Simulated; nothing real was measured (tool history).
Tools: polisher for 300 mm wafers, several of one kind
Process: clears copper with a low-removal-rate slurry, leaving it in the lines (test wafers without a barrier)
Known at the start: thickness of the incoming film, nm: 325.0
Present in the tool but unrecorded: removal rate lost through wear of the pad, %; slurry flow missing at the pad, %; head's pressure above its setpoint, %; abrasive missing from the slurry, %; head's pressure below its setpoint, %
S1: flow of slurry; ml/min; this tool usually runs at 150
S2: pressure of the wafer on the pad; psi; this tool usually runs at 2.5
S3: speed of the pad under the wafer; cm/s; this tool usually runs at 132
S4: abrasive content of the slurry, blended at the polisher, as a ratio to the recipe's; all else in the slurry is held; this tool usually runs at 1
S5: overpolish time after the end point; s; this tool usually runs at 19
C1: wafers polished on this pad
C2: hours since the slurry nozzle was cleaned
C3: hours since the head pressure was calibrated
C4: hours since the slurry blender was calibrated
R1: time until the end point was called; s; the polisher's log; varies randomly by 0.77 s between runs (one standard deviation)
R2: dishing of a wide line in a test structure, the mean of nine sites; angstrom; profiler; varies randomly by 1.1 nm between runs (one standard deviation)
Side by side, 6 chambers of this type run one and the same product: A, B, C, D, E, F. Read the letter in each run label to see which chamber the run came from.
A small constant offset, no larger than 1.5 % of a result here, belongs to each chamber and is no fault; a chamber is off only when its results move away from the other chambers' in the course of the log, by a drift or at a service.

-- hour=0.6 chamber E: slurry blender recalibrated
run 1F hour=2.7 | S1=150 S2=2.5 S3=132 S4=1 S5=19 | C1=124 C2=612.8 C3=260.4 C4=168 | R1=91.258 R2=424.78
run 2D hour=7.1 | S1=150 S2=2.5 S3=132 S4=1 S5=19 | C1=1060 C2=145.7 C3=779.2 C4=194.1 | R1=89.954 R2=437.53
-- hour=8.1 chamber D: slurry blender recalibrated
run 3B hour=10.2 | S1=150 S2=2.5 S3=132 S4=1 S5=19 | C1=278 C2=194.8 C3=637 C4=158.1 | R1=88.892 R2=440.06
run 4A hour=14 | S1=150 S2=2.5 S3=132 S4=1 S5=19 | C1=306 C2=66 C3=1158.3 C4=21.9 | R1=91.304 R2=445.27
-- hour=16.2 chamber D: worn pad replaced by a new one
run 5C hour=17.6 | S1=150 S2=2.1 S3=132 S4=0.85 S5=19 | C1=731 C2=47.6 C3=1377.6 C4=28.7 | R1=108.98 R2=374.66
run 6E hour=21.7 | S1=150 S2=2.1 S3=132 S4=0.85 S5=19 | C1=479 C2=641.7 C3=142.2 C4=21.2 | R1=110.75 R2=374.08
run 7D hour=26.4 | S1=150 S2=2.1 S3=132 S4=0.85 S5=19 | C1=124 C2=165 C3=798.5 C4=18.4 | R1=109.89 R2=376.82
run 8E hour=30 | S1=150 S2=2.1 S3=132 S4=0.85 S5=19 | C1=580 C2=650 C3=150.5 C4=29.5 | R1=111.03 R2=395.72
-- hour=32.2 chamber C: worn pad replaced by a new one
run 9F hour=32.4 | S1=150 S2=2.1 S3=132 S4=0.85 S5=19 | C1=487 C2=642.5 C3=290.1 C4=197.7 | R1=109.89 R2=360.28
run 10B hour=37.3 | S1=150 S2=2.1 S3=132 S4=0.85 S5=19 | C1=609 C2=221.9 C3=664.1 C4=185.2 | R1=109.17 R2=366.22
run 11C hour=40.6 | S1=150 S2=2.5 S3=132 S4=1 S5=19 | C1=103 C2=70.6 C3=1400.6 C4=51.7 | R1=89.513 R2=451.47
run 12A hour=45.1 | S1=150 S2=2.5 S3=132 S4=1 S5=19 | C1=686 C2=97.1 C3=1189.4 C4=53 | R1=88.459 R2=443.92
-- hour=47.7 chamber B: worn pad replaced by a new one
-- hour=49.1 chamber E: worn pad replaced by a new one
run 13F hour=49.2 | S1=150 S2=2.5 S3=132 S4=1 S5=19 | C1=692 C2=659.3 C3=306.9 C4=214.5 | R1=90.845 R2=433.75
run 14D hour=52.5 | S1=150 S2=2.5 S3=132 S4=1 S5=19 | C1=444 C2=191.1 C3=824.6 C4=44.5 | R1=89.583 R2=446.64
-- hour=56.9 chamber B: slurry blender recalibrated
run 15A hour=57.6 | S1=150 S2=2.5 S3=132 S4=1 S5=19 | C1=839 C2=109.6 C3=1201.9 C4=65.5 | R1=89.488 R2=440.39
run 16C hour=62.6 | S1=150 S2=2.5 S3=132 S4=1 S5=19 | C1=372 C2=92.6 C3=1422.6 C4=73.7 | R1=89.263 R2=468.8
-- hour=63.1 chamber F: slurry blender recalibrated
run 17B hour=65.6 | S1=150 S2=2.5 S3=132 S4=1 S5=19 | C1=219 C2=250.2 C3=692.4 C4=8.8 | R1=89.515 R2=445.16
-- hour=67.4 chamber B: head pressure recalibrated
run 18E hour=69.7 | S1=150 S2=2.5 S3=132 S4=1 S5=19 | C1=253 C2=689.7 C3=190.2 C4=69.2 | R1=89.679 R2=467.12
-- hour=73.2 chamber D: slurry nozzle cleaned
run 19D hour=74.7 | S1=150 S2=2.5 S3=132 S4=1 S5=19 | C1=715 C2=1.5 C3=846.8 C4=66.7 | R1=88.942 R2=452.75
run 20F hour=78.6 | S1=150 S2=2.5 S3=132 S4=1 S5=19 | C1=1052 C2=688.7 C3=336.3 C4=15.6 | R1=91.08 R2=437.87
run 21A hour=83.1 | S1=150 S2=2.5 S3=132 S4=1 S5=19 | C1=1151 C2=135.1 C3=1227.4 C4=91 | R1=88.873 R2=447.28
-- hour=84.2 chamber A: worn pad replaced by a new one
run 22C hour=86.7 | S1=150 S2=2.5 S3=132 S4=1 S5=19 | C1=667 C2=116.7 C3=1446.7 C4=97.8 | R1=90.523 R2=465.56
-- hour=88.1 chamber A: head pressure recalibrated
run 23E hour=89.7 | S1=150 S2=2.5 S3=132 S4=1 S5=19 | C1=497 C2=709.7 C3=210.2 C4=89.2 | R1=90.837 R2=442.03
-- hour=92.1 chamber F: worn pad replaced by a new one
-- hour=93.1 chamber C: head pressure recalibrated
run 24B hour=94.2 | S1=150 S2=2.5 S3=132 S4=1 S5=24 | C1=569 C2=278.8 C3=26.9 C4=37.4 | R1=95.899 R2=507.42
-- hour=95.6 chamber F: head pressure recalibrated
run 25A hour=96.8 | S1=150 S2=2.5 S3=132 S4=1 S5=24 | C1=154 C2=148.8 C3=8.7 C4=104.7 | R1=89.425 R2=544.39
-- hour=98.2 chamber D: head pressure recalibrated
run 26F hour=100.8 | S1=150 S2=2.5 S3=132 S4=1 S5=24 | C1=107 C2=710.9 C3=5.3 C4=37.8 | R1=90.276 R2=523.79
-- hour=105.2 chamber D: worn pad replaced by a new one
run 27D hour=105.6 | S1=150 S2=2.5 S3=132 S4=1 S5=24 | C1=5 C2=32.4 C3=7.5 C4=97.6 | R1=89.398 R2=515.46
run 28C hour=110.4 | S1=150 S2=2.5 S3=132 S4=1 S5=24 | C1=957 C2=140.4 C3=17.4 C4=121.5 | R1=88.939 R2=533.5
run 29B hour=113.5 | S1=150 S2=2.5 S3=132 S4=1 S5=24 | C1=805 C2=298.1 C3=46.2 C4=56.7 | R1=94.276 R2=499.88
run 30E hour=117.1 | S1=150 S2=2.5 S3=110 S4=1 S5=19 | C1=832 C2=737.1 C3=237.6 C4=116.6 | R1=107.57 R2=385.48
-- hour=118.5 chamber C: worn pad replaced by a new one
run 31B hour=120.7 | S1=150 S2=2.5 S3=110 S4=1 S5=19 | C1=893 C2=305.3 C3=53.4 C4=63.9 | R1=113.5 R2=356.56
-- hour=121 chamber F: slurry nozzle cleaned
-- hour=122.1 chamber E: worn pad replaced by a new one
run 32D hour=124.3 | S1=150 S2=2.5 S3=110 S4=1 S5=19 | C1=234 C2=51.1 C3=26.2 C4=116.3 | R1=108.66 R2=377.79
-- hour=125 chamber B: worn pad replaced by a new one
run 33C hour=127.7 | S1=150 S2=2.5 S3=110 S4=1 S5=19 | C1=113 C2=157.7 C3=34.7 C4=138.8 | R1=108.91 R2=397.3
run 34A hour=132.3 | S1=150 S2=2.5 S3=110 S4=1 S5=19 | C1=588 C2=184.3 C3=44.2 C4=140.2 | R1=108.71 R2=385.01
run 35F hour=137 | S1=150 S2=2.5 S3=110 S4=1 S5=19 | C1=549 C2=16 C3=41.5 C4=74 | R1=108.59 R2=384.42
run 36E hour=141.9 | S1=105 S2=2.5 S3=132 S4=1 S5=27 | C1=242 C2=761.9 C3=262.4 C4=141.4 | R1=95.988 R2=555.35
run 37B hour=145.6 | S1=105 S2=2.5 S3=132 S4=1 S5=27 | C1=252 C2=330.2 C3=78.3 C4=88.8 | R1=101.15 R2=521.12
run 38A hour=149.3 | S1=105 S2=2.5 S3=132 S4=1 S5=27 | C1=796 C2=201.3 C3=61.2 C4=157.2 | R1=96.539 R2=533.41
run 39E hour=154.3 | S1=105 S2=2.5 S3=132 S4=1 S5=27 | C1=393 C2=774.3 C3=274.8 C4=153.8 | R1=97.03 R2=564.89

All 6 chambers run these settings next. Forecast each chamber's results:
run 40A hour=158 | S1=150 S2=2.5 S3=132 S4=1 S5=19 | R1=? R2=?
run 40B hour=158 | S1=150 S2=2.5 S3=132 S4=1 S5=19 | R1=? R2=?
run 40C hour=158 | S1=150 S2=2.5 S3=132 S4=1 S5=19 | R1=? R2=?
run 40D hour=158 | S1=150 S2=2.5 S3=132 S4=1 S5=19 | R1=? R2=?
run 40E hour=158 | S1=150 S2=2.5 S3=132 S4=1 S5=19 | R1=? R2=?
run 40F hour=158 | S1=150 S2=2.5 S3=132 S4=1 S5=19 | R1=? R2=?

run=40A R1=89.117 R2=460.83
run=40B R1=95.332 R2=420.79
run=40C R1=89.522 R2=455.23
run=40D R1=90.2 R2=451.15
run=40E R1=89.64 R2=462.24
run=40F R1=90.172 R2=462.57

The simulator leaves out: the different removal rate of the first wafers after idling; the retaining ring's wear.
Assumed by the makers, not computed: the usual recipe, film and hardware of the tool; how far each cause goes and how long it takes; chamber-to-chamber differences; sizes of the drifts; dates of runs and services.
